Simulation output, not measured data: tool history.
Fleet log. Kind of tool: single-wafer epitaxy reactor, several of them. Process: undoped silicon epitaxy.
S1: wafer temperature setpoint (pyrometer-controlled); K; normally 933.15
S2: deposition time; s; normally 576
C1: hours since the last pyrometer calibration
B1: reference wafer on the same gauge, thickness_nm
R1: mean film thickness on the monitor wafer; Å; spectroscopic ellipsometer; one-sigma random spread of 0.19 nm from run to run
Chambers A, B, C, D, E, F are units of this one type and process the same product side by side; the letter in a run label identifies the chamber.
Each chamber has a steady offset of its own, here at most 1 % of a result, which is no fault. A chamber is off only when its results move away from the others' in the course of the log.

run,day,S1,S2,C1,B1,R1
1A,0.362,933.15,576,551.4,133.02,1193.6
2D,0.642,933.15,576,1536,132.97,1191.3
3E,1.05,933.15,576,802.3,132.93,1201.2
4F,1.383,933.15,576,197.1,132.91,1196.4
5C,1.725,933.15,576,132.6,132.83,1192.2
6B,1.917,933.15,630,134.9,132.9,1325.8
7A,2.1,933.15,630,593.1,132.89,1303.7
8D,2.488,933.15,630,1580.3,132.78,1307.2
9C,2.675,933.15,630,155.4,132.84,1308.9
10F,3,933.15,630,235.9,132.75,1305.8
11E,3.254,933.15,630,855.2,132.79,1305.9
12B,3.492,919.15,576,172.7,132.8,893.35
13E,3.825,919.15,576,868.9,132.71,885.05
14C,4.104,919.15,576,189.7,132.73,882.24
15A,4.338,919.15,576,646.8,132.75,880.9
16D,4.571,919.15,576,1630.3,132.65,879.14
17F,4.904,919.15,576,281.6,132.72,881.75
18B,5.096,933.15,576,211.2,132.66,1207.4
19F,5.446,933.15,576,294.6,132.58,1191
20C,5.712,933.15,576,228.3,132.65,1192.6
21A,5.896,933.15,576,684.2,132.61,1193
22E,6.3,933.15,576,928.3,132.54,1193.6
23B,6.533,933.15,576,245.7,132.55,1210.9
24D,6.904,933.15,576,1686.3,132.49,1190.7
25B,7.162,933.15,576,260.8,132.53,1203.4
26C,7.342,946.15,664,267.4,132.49,1802.9
27E,7.6,946.15,664,959.5,132.49,1812.8
28A,7.929,946.15,664,733,132.44,1792.9
29D,8.212,946.15,664,1717.7,132.42,1800.5
30F,8.521,946.15,664,368.4,132.39,1791.5
31D,8.733,946.15,664,1730.2,132.41,1797.3
32A,8.983,928.15,647,758.3,132.37,1196.5
33C,9.212,928.15,647,312.3,132.33,1203.2
34F,9.558,928.15,647,393.3,132.32,1201.1
35E,9.762,928.15,647,1011.4,132.29,1204.1
36B,9.975,928.15,647,328.3,132.36,1217.7
37A,10.288,928.15,647,789.6,132.28,1199
38E,10.575,933.15,576,1030.9,132.28,1193.9
39D,10.879,933.15,576,1781.7,132.28,1183.7
40C,11.283,933.15,576,362,132.22,1188.7
41B,11.662,933.15,576,368.8,132.13,1203.2
42F,12.046,933.15,576,453,132.14,1185.8
43E,12.375,933.15,576,1074.1,132.14,1192.2

The same settings go to every chamber for the next run, one line per chamber below. Forecast the results for each:
44A,12.671,933.15,576,,,?
44B,12.671,933.15,576,,,?
44C,12.671,933.15,576,,,?
44D,12.671,933.15,576,,,?
44E,12.671,933.15,576,,,?
44F,12.671,933.15,576,,,?

run,R1
44A,1185.7
44B,1204.5
44C,1185.9
44D,1186.2
44E,1195.2
44F,1191.4
